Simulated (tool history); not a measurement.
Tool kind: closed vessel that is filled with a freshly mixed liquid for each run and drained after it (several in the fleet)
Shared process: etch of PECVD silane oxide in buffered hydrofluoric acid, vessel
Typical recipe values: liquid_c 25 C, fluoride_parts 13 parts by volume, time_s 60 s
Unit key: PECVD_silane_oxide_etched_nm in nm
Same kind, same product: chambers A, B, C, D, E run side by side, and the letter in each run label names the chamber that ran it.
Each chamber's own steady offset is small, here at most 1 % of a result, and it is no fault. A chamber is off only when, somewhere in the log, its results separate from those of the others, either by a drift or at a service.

run,hour,liquid_c,fluoride_parts,time_s,"read-back film thickness of the PECVD silane oxide reference wafer, read on the same gauge (nm)",PECVD_silane_oxide_etched_nm
1A,2.8,25,13,60,100.01,117.55
2B,5,25,13,60,99.971,116.1
3D,8.8,25,13,60,100.04,116.47
# hour 10.1: chamber D: hydrofluoric acid flow meter replaced
4C,12.3,25,13,60,99.951,117.3
5E,15.2,25,13,60,100.07,117.08
6D,19.5,25,13,60,100.01,116.61
7E,21.7,25,13,60,100.03,115.99
8B,25.2,25,13,60,99.969,116.31
9C,28.2,25,13,60,99.976,115.91
10A,32,25,13,60,99.996,116.88
11B,36.5,25,13,60,99.999,115.37
12A,40,21.5,16,60,99.995,78.937
13C,43.1,21.5,16,60,100.01,78.153
# hour 44.7: chamber A: thermometer replaced
14D,46.9,21.5,16,60,100.01,78.319
15E,50.7,21.5,16,60,99.993,77.883
16D,55.5,21.5,16,60,100.02,78.528
17A,59.8,25,13,60,99.98,117.43
18B,63.4,25,13,60,100.01,117.94
19E,67.8,25,13,60,99.991,116.21
20C,72.2,25,13,60,100.05,116.99
21B,76.1,25,13,60,99.951,120.26
22C,80.1,21.5,13,60,100,96.609
23A,82.7,21.5,13,60,99.975,96.414
24D,85.7,21.5,13,60,100.01,96.653
25E,89.7,21.5,13,60,100.04,96.885
26B,92.3,21.5,13,60,99.996,100.43
27D,95.5,27,13,40,99.942,86.696
28C,99.9,27,13,40,100,86.502
29A,104.4,27,13,40,100.02,87.163
30E,107.7,27,13,40,100.02,86.771

Next, every chamber runs the same settings. What will each give?
31A,111.1,25,13,85,,?
31B,111.1,25,13,85,,?
31C,111.1,25,13,85,,?
31D,111.1,25,13,85,,?
31E,111.1,25,13,85,,?

run,PECVD_silane_oxide_etched_nm
31A,165.89
31B,172.89
31C,166.55
31D,165.99
31E,164.31
